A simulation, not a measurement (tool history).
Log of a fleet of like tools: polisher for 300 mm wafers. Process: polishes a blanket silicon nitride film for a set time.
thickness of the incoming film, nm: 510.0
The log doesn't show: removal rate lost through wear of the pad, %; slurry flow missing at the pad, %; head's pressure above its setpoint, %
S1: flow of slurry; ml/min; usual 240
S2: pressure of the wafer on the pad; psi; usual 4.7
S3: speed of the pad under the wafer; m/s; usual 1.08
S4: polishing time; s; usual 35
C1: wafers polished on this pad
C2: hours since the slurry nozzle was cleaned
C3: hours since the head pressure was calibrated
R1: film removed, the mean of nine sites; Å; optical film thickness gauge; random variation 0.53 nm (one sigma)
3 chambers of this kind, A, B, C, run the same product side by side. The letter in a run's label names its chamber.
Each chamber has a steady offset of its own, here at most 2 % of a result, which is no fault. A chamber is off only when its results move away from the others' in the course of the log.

run,hour,S1,S2,S3,S4,C1,C2,C3,R1
# hour 0.2: chamber B: worn pad replaced by a new one
1C,5.7,240,4.7,1.08,35,232,69.5,191.1,827.80
2B,11.1,240,4.7,1.08,35,198,140.4,326.2,810.16
3A,14.9,240,4.7,1.08,35,395,127.6,724.3,832.11
4B,19.1,240,4.7,1.08,35,343,148.4,334.2,810.10
5A,23.6,240,4.7,1.08,35,553,136.3,733.0,841.67
# hour 26.6: chamber A: worn pad replaced by a new one
6C,29.8,240,4.7,1.08,35,670,93.6,215.2,844.80
# hour 33.8: chamber C: worn pad replaced by a new one
7A,33.8,240,4.7,1.08,35,130,146.5,743.2,834.32
8B,39.1,240,4.7,1.08,35,706,168.4,354.2,818.19
9C,42.2,240,4.7,1.08,35,153,106.0,227.6,827.48
10A,47.1,240,4.7,1.08,35,372,159.8,756.5,828.04
# hour 47.7: chamber B: worn pad replaced by a new one
11B,50.0,200,4.0,1.08,35,41,179.3,365.1,684.73
# hour 54.5: chamber A: worn pad replaced by a new one
12C,56.1,200,4.0,1.08,35,405,119.9,241.5,694.66
# hour 59.0: chamber A: head pressure recalibrated
13B,59.3,200,4.0,1.08,35,210,188.6,374.4,675.19
14C,64.8,240,4.7,1.08,35,563,128.6,250.2,835.10
15A,69.3,240,4.7,1.08,35,269,182.0,10.3,885.21
16C,74.5,240,4.7,1.08,35,739,138.3,259.9,836.40
17B,78.4,240,4.7,1.08,35,557,207.7,393.5,812.57
# hour 80.5: chamber C: worn pad replaced by a new one
18A,84.0,240,4.7,1.08,35,536,196.7,25.0,889.95
19B,89.7,240,4.7,1.08,35,762,219.0,404.8,810.10
20C,94.4,240,4.2,1.24,35,254,158.2,279.8,829.81

Next, every chamber runs the same settings. What will each give?
21A,99.0,240,5.5,1.08,35,,,,?
21B,99.0,240,5.5,1.08,35,,,,?
21C,99.0,240,5.5,1.08,35,,,,?

run,R1
21A,1044.30
21B,946.94
21C,984.97

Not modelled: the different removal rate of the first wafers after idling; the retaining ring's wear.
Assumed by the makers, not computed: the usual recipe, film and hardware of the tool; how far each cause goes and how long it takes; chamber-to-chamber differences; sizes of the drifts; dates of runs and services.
